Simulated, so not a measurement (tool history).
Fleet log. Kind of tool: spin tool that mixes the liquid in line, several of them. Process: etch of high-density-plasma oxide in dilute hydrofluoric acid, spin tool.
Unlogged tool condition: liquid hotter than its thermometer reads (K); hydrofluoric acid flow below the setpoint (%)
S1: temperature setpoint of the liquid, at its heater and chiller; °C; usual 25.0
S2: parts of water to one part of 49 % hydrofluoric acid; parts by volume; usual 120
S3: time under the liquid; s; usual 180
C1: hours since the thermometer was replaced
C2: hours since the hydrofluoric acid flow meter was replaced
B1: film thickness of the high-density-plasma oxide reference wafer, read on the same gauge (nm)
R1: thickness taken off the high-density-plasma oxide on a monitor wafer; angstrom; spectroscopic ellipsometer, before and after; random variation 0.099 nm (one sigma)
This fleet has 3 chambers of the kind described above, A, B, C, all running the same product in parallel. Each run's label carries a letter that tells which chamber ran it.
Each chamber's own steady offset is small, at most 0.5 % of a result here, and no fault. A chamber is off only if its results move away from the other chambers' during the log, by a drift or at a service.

Run 1B, hour 6.0: usual settings; C1 1731.0; C2 353.9; B1 139.98. Result: R1 106.250 angstrom.
Run 2A, hour 13.8: usual settings; C1 457.4; C2 523.5; B1 139.99. Result: R1 106.650 angstrom.
Run 3C, hour 18.9: usual settings; C1 1359.2; C2 1181.7; B1 139.98. Result: R1 105.590 angstrom.
Run 4A, hour 25.6: usual settings; C1 469.2; C2 535.3; B1 139.96. Result: R1 105.310 angstrom.
Run 5C, hour 31.1: usual settings; C1 1371.4; C2 1193.9; B1 139.98. Result: R1 104.760 angstrom.
Run 6B, hour 36.1: usual settings but S2 145 parts by volume; C1 1761.1; C2 384.0; B1 140.00. Result: R1 86.211 angstrom.
Run 7A, hour 41.7: usual settings but S2 145 parts by volume; C1 485.3; C2 551.4; B1 139.97. Result: R1 84.580 angstrom.
Run 8C, hour 48.9: usual settings but S2 145 parts by volume; C1 1389.2; C2 1211.7; B1 140.02. Result: R1 86.655 angstrom.
Run 9B, hour 53.1: usual settings but S2 145 parts by volume, S3 280 s; C1 1778.1; C2 401.0; B1 139.99. Result: R1 133.840 angstrom.
Run 10B, hour 58.1: usual settings but S2 145 parts by volume, S3 280 s; C1 1783.1; C2 406.0; B1 140.00. Result: R1 135.840 angstrom.
Run 11C, hour 65.3: usual settings but S2 145 parts by volume, S3 280 s; C1 1405.6; C2 1228.1; B1 140.00. Result: R1 133.520 angstrom.
Run 12A, hour 70.4: usual settings; C1 514.0; C2 580.1; B1 139.99. Result: R1 105.530 angstrom.
Run 13A, hour 78.0: usual settings; C1 521.6; C2 587.7; B1 139.97. Result: R1 105.350 angstrom.
Run 14C, hour 85.9: usual settings; C1 1426.2; C2 1248.7; B1 140.00. Result: R1 107.320 angstrom.
Run 15B, hour 92.6: usual settings; C1 1817.6; C2 440.5; B1 140.00. Result: R1 107.270 angstrom.
Run 16B, hour 100.0: usual settings; C1 1825.0; C2 447.9; B1 140.00. Result: R1 108.570 angstrom.
Run 17C, hour 103.7: usual settings; C1 1444.0; C2 1266.5; B1 140.00. Result: R1 105.570 angstrom.
Run 18A, hour 109.2: usual settings but S1 23.5 °C; C1 552.8; C2 618.9; B1 139.99. Result: R1 97.085 angstrom.
Run 19C, hour 116.3: usual settings but S1 23.5 °C; C1 1456.6; C2 1279.1; B1 139.96. Result: R1 98.852 angstrom.
At hour 118.4: chamber B: hydrofluoric acid flow meter replaced.
Run 20A, hour 122.8: usual settings but S1 23.5 °C; C1 566.4; C2 632.5; B1 140.00. Result: R1 96.950 angstrom.
At hour 124.8: chamber C: hydrofluoric acid flow meter replaced.
Run 21B, hour 130.3: usual settings; C1 1855.3; C2 11.9; B1 140.00. Result: R1 106.940 angstrom.
Run 22C, hour 135.5: usual settings; C1 1475.8; C2 10.8; B1 140.02. Result: R1 106.900 angstrom.
Run 23A, hour 142.6: usual settings; C1 586.2; C2 652.3; B1 140.01. Result: R1 102.360 angstrom.
Run 24B, hour 150.6: usual settings; C1 1875.6; C2 32.2; B1 140.00. Result: R1 105.120 angstrom.
Run 25C, hour 154.8: usual settings; C1 1495.1; C2 30.1; B1 139.99. Result: R1 105.990 angstrom.
Run 26A, hour 163.0: usual settings but S1 27.5 °C, S3 115 s; C1 606.6; C2 672.7; B1 140.00. Result: R1 71.072 angstrom.
At hour 164.1: chamber C: thermometer replaced.
Run 27B, hour 171.0: usual settings but S1 27.5 °C, S3 115 s; C1 1896.0; C2 52.6; B1 140.01. Result: R1 76.350 angstrom.
Run 28B, hour 178.0: usual settings but S1 27.5 °C, S3 115 s; C1 1903.0; C2 59.6; B1 140.04. Result: R1 74.478 angstrom.
Run 29A, hour 181.7: usual settings; C1 625.3; C2 691.4; B1 140.02. Result: R1 100.670 angstrom.
Run 30C, hour 187.0: usual settings; C1 23.0; C2 62.3; B1 140.00. Result: R1 105.920 angstrom.

All 3 chambers run these settings next. Forecast each chamber's results:
Run 31A, hour 192.9: usual settings. Result: R1 ?.
Run 31B, hour 192.9: usual settings. Result: R1 ?.
Run 31C, hour 192.9: usual settings. Result: R1 ?.

run       R1
31A   98.927
31B  108.720
31C  106.380
